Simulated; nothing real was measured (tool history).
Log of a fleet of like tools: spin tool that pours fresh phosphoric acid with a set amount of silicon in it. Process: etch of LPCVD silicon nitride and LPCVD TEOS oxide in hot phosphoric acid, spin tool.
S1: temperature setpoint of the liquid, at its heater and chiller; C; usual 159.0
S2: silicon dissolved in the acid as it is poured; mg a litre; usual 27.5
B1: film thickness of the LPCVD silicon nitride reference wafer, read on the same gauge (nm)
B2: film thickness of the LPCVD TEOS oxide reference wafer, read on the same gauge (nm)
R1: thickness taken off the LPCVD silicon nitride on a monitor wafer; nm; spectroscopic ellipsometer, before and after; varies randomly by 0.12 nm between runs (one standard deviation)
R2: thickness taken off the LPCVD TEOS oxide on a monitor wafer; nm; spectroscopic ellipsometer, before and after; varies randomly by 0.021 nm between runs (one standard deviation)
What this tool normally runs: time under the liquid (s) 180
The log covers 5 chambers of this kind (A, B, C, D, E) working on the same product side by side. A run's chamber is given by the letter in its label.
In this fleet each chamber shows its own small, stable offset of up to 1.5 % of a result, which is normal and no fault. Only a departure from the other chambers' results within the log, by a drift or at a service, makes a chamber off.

run 1E hour=6.8 | S1=159.0 S2=27.5 time_under_the_liquid_(s)=180 | B1=119.96 B2=70.007 | R1=15.437 R2=0.17004
run 2B hour=16.2 | S1=159.0 S2=27.5 time_under_the_liquid_(s)=180 | B1=120.02 B2=69.989 | R1=15.751 R2=0.19659
run 3A hour=29.4 | S1=159.0 S2=27.5 time_under_the_liquid_(s)=180 | B1=120.01 B2=70.062 | R1=15.330 R2=0.17699
run 4C hour=38.5 | S1=159.0 S2=27.5 time_under_the_liquid_(s)=180 | B1=120.00 B2=70.031 | R1=15.394 R2=0.19828
run 5D hour=50.7 | S1=159.0 S2=27.5 time_under_the_liquid_(s)=180 | B1=119.98 B2=69.958 | R1=15.401 R2=0.20267
run 6B hour=65.4 | S1=159.0 S2=27.5 time_under_the_liquid_(s)=180 | B1=119.98 B2=69.947 | R1=15.815 R2=0.19478
run 7C hour=77.0 | S1=159.0 S2=27.5 time_under_the_liquid_(s)=180 | B1=120.01 B2=69.963 | R1=15.323 R2=0.22689
run 8A hour=90.8 | S1=159.0 S2=27.5 time_under_the_liquid_(s)=180 | B1=120.00 B2=70.034 | R1=15.297 R2=0.18567
-- hour=98.1 chamber A: dissolved silicon flow meter replaced
run 9E hour=106.4 | S1=159.0 S2=14.5 time_under_the_liquid_(s)=270 | B1=120.00 B2=69.985 | R1=22.726 R2=0.47902
-- hour=117.1 chamber E: thermometer replaced
run 10D hour=117.2 | S1=159.0 S2=14.5 time_under_the_liquid_(s)=270 | B1=120.00 B2=70.001 | R1=23.228 R2=0.49789
-- hour=132.1 chamber E: heated supply line repaired
run 11C hour=132.6 | S1=159.0 S2=14.5 time_under_the_liquid_(s)=270 | B1=120.00 B2=69.965 | R1=22.784 R2=0.45916
run 12D hour=140.4 | S1=159.0 S2=14.5 time_under_the_liquid_(s)=270 | B1=119.99 B2=70.010 | R1=23.174 R2=0.41579
run 13A hour=148.5 | S1=159.0 S2=14.5 time_under_the_liquid_(s)=270 | B1=119.98 B2=70.016 | R1=23.019 R2=0.43990
run 14E hour=164.1 | S1=159.0 S2=27.5 time_under_the_liquid_(s)=180 | B1=120.02 B2=69.955 | R1=15.313 R2=0.17195
run 15B hour=176.7 | S1=159.0 S2=27.5 time_under_the_liquid_(s)=180 | B1=120.01 B2=69.990 | R1=15.647 R2=0.17842
run 16D hour=185.7 | S1=159.0 S2=12.5 time_under_the_liquid_(s)=275 | B1=120.01 B2=70.043 | R1=23.523 R2=0.52877
run 17B hour=194.1 | S1=159.0 S2=12.5 time_under_the_liquid_(s)=275 | B1=119.99 B2=70.011 | R1=23.652 R2=0.55846
-- hour=199.9 chamber C: thermometer replaced
run 18A hour=206.6 | S1=159.0 S2=12.5 time_under_the_liquid_(s)=275 | B1=120.01 B2=69.987 | R1=23.780 R2=0.45256
run 19E hour=221.4 | S1=159.0 S2=12.5 time_under_the_liquid_(s)=275 | B1=120.02 B2=69.980 | R1=23.565 R2=0.49005
run 20C hour=236.9 | S1=159.0 S2=12.5 time_under_the_liquid_(s)=275 | B1=119.98 B2=69.975 | R1=23.480 R2=0.37870
run 21D hour=246.1 | S1=159.0 S2=27.5 time_under_the_liquid_(s)=180 | B1=120.03 B2=69.992 | R1=15.305 R2=0.22744
run 22C hour=254.3 | S1=159.0 S2=27.5 time_under_the_liquid_(s)=180 | B1=120.00 B2=70.001 | R1=15.448 R2=0.21741
run 23E hour=268.8 | S1=159.0 S2=27.5 time_under_the_liquid_(s)=180 | B1=120.00 B2=70.039 | R1=15.470 R2=0.19871
run 24B hour=283.3 | S1=159.0 S2=27.5 time_under_the_liquid_(s)=180 | B1=119.98 B2=69.947 | R1=15.228 R2=0.17986
run 25A hour=296.2 | S1=159.0 S2=27.5 time_under_the_liquid_(s)=180 | B1=119.99 B2=69.996 | R1=15.415 R2=0.15800
-- hour=301.4 chamber B: heated supply line repaired
run 26E hour=311.4 | S1=159.0 S2=27.5 time_under_the_liquid_(s)=180 | B1=119.99 B2=70.033 | R1=15.206 R2=0.17932
run 27A hour=318.7 | S1=159.0 S2=27.5 time_under_the_liquid_(s)=180 | B1=119.97 B2=70.001 | R1=15.117 R2=0.16041
run 28D hour=331.0 | S1=159.0 S2=27.5 time_under_the_liquid_(s)=180 | B1=119.98 B2=69.982 | R1=15.403 R2=0.17980
run 29B hour=342.9 | S1=159.0 S2=27.5 time_under_the_liquid_(s)=180 | B1=119.98 B2=70.033 | R1=15.511 R2=0.15923
run 30C hour=358.3 | S1=160.5 S2=27.5 time_under_the_liquid_(s)=180 | B1=119.97 B2=70.018 | R1=16.169 R2=0.19107
run 31D hour=366.2 | S1=160.5 S2=27.5 time_under_the_liquid_(s)=180 | B1=119.99 B2=69.985 | R1=16.178 R2=0.21314
run 32B hour=373.1 | S1=160.5 S2=27.5 time_under_the_liquid_(s)=180 | B1=120.00 B2=69.983 | R1=16.388 R2=0.19180
run 33A hour=388.4 | S1=160.5 S2=27.5 time_under_the_liquid_(s)=180 | B1=119.99 B2=70.012 | R1=16.168 R2=0.19993
run 34E hour=401.5 | S1=160.5 S2=27.5 time_under_the_liquid_(s)=180 | B1=119.99 B2=69.998 | R1=16.287 R2=0.21844
run 35C hour=416.3 | S1=159.0 S2=27.5 time_under_the_liquid_(s)=180 | B1=119.97 B2=70.035 | R1=15.259 R2=0.16349

All 5 chambers run these settings next. Forecast each chamber's results:
run 36A hour=427.5 | S1=159.0 S2=27.5 time_under_the_liquid_(s)=180 | R1=? R2=?
run 36B hour=427.5 | S1=159.0 S2=27.5 time_under_the_liquid_(s)=180 | R1=? R2=?
run 36C hour=427.5 | S1=159.0 S2=27.5 time_under_the_liquid_(s)=180 | R1=? R2=?
run 36D hour=427.5 | S1=159.0 S2=27.5 time_under_the_liquid_(s)=180 | R1=? R2=?
run 36E hour=427.5 | S1=159.0 S2=27.5 time_under_the_liquid_(s)=180 | R1=? R2=?

run=36A R1=15.253 R2=0.21447
run=36B R1=15.416 R2=0.16870
run=36C R1=15.376 R2=0.19470
run=36D R1=15.310 R2=0.18416
run=36E R1=15.417 R2=0.18777
